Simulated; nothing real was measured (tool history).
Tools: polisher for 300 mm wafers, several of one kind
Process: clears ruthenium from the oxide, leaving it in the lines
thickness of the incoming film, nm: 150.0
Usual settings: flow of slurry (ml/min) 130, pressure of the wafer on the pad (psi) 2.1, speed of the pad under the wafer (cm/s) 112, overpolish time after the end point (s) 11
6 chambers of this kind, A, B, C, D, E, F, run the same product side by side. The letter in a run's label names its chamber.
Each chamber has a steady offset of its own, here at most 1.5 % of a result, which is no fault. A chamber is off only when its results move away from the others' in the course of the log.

run	hour	flow of slurry (ml/min)	pressure of the wafer on the pad (psi)	speed of the pad under the wafer (cm/s)	overpolish time after the end point (s)	wafers polished on this pad	hours since the slurry nozzle was cleaned	hours since the head pressure was calibrated	time until the end point was called (s)
1C	6.0	130	2.1	112	11	617	77.8	213.9	101.830
# hour 8.5: chamber D: slurry nozzle cleaned
# hour 13.7: chamber D: head pressure recalibrated
2E	14.6	130	2.1	112	11	1034	313.1	752.0	105.230
# hour 16.4: chamber C: worn pad replaced by a new one
3F	21.1	130	2.1	112	11	589	325.1	75.5	102.940
# hour 25.7: chamber E: worn pad replaced by a new one
# hour 29.4: chamber A: worn pad replaced by a new one
4A	31.1	130	2.1	112	11	18	289.6	711.0	104.200
5D	42.1	130	2.1	112	11	1266	33.7	28.4	103.000
6B	50.9	130	2.1	112	11	1001	450.5	337.1	102.600
# hour 51.1: chamber B: slurry nozzle cleaned
7B	56.3	130	2.1	112	11	1058	5.3	342.5	104.260
# hour 57.4: chamber D: worn pad replaced by a new one
# hour 60.7: chamber B: worn pad replaced by a new one
8D	64.3	130	2.1	112	11	74	55.9	50.6	101.120
# hour 66.3: chamber A: slurry nozzle cleaned
9E	72.3	130	2.1	112	11	497	370.8	809.7	105.920
10F	80.0	130	2.1	112	11	1218	384.0	134.4	103.870
# hour 87.2: chamber C: worn pad replaced by a new one
11C	90.0	130	2.1	112	11	30	161.8	297.9	101.060
12A	97.4	130	2.1	112	11	726	31.2	777.3	104.290
# hour 101.0: chamber E: head pressure recalibrated
# hour 104.2: chamber F: worn pad replaced by a new one
13D	108.0	130	2.1	112	11	540	99.6	94.3	102.910
14F	114.9	130	2.1	112	11	115	418.9	169.3	104.100
# hour 115.0: chamber A: worn pad replaced by a new one
15E	121.6	130	2.1	112	11	1023	420.1	20.6	103.870
16A	133.5	130	2.1	112	11	198	67.3	813.4	103.400
# hour 136.8: chamber E: worn pad replaced by a new one
17B	141.8	130	2.1	130	15	865	90.8	428.0	89.173
18C	152.3	130	2.1	130	15	695	224.1	360.2	84.991
# hour 157.6: chamber C: worn pad replaced by a new one
19F	163.5	130	2.1	130	15	633	467.5	217.9	90.396
20E	170.5	130	2.1	130	15	360	469.0	69.5	90.487
# hour 179.7: chamber B: worn pad replaced by a new one
21B	180.1	130	2.1	130	15	4	129.1	466.3	88.591
22D	186.7	130	2.1	130	15	1380	178.3	173.0	89.882
# hour 190.8: chamber D: worn pad replaced by a new one
# hour 194.3: chamber A: worn pad replaced by a new one
23A	196.9	130	2.1	112	11	28	130.7	876.8	104.560
24C	203.4	130	2.1	112	11	489	275.2	411.3	96.444
25F	208.8	130	2.1	112	11	1117	512.8	263.2	102.480
# hour 219.1: chamber B: head pressure recalibrated
26E	219.9	130	2.1	112	11	887	518.4	118.9	104.570
27B	225.2	130	2.1	112	11	486	174.2	6.2	102.760
# hour 228.2: chamber C: worn pad replaced by a new one
# hour 230.3: chamber F: worn pad replaced by a new one
28D	231.1	130	2.1	112	11	430	222.7	217.4	100.910
# hour 235.4: chamber E: worn pad replaced by a new one
29A	237.0	130	2.1	112	11	456	170.8	916.9	104.510
30C	247.5	130	2.1	112	11	206	319.3	455.4	95.372
31D	255.6	130	2.1	112	11	692	247.2	241.9	101.190
32B	263.4	130	2.1	112	11	893	212.4	44.4	102.080
33F	271.9	130	2.1	112	11	444	575.9	326.3	104.310
34E	282.8	130	2.1	112	11	506	581.3	181.8	103.860
35A	289.5	165	2.7	112	11	1016	223.3	969.4	77.339
# hour 298.2: chamber C: worn pad replaced by a new one
36C	300.0	165	2.7	112	11	19	371.8	507.9	69.772
37D	305.2	165	2.7	112	11	1221	296.8	291.5	77.084
# hour 306.4: chamber B: worn pad replaced by a new one
38B	316.0	165	2.7	112	11	103	265.0	97.0	75.587
39F	321.6	165	2.7	112	11	975	625.6	376.0	76.462

Is one chamber off against the others, does the gauge drift, or is nothing wrong? If a chamber is off, say which, and what the likeliest cause is.

Chamber C drifts away from the others.
Cause: head's pressure above its setpoint, % = 12.1.

Here are 4 candidates for chamber C's next run, each the usual settings with a change, their results left as question marks. Which one brings its results back in line with what the others give on the usual settings?
In line means no further than this from the other chambers' mean on the usual settings: time until the end point was called (s) 3.200
40C-1	330.3	130	2.1	100	11				?
40C-2	330.3	130	2.1	108	11				?
40C-3	330.3	130	2.1	116	11				?
40C-4	330.3	130	2.1	124	11				?

The other chambers' mean on the usual settings: time until the end point was called (s) 103.470
run	time until the end point was called (s)
40C-1	103.790
40C-2	95.983
40C-3	89.268
40C-4	83.431
40C-1 brings the chamber back in line.
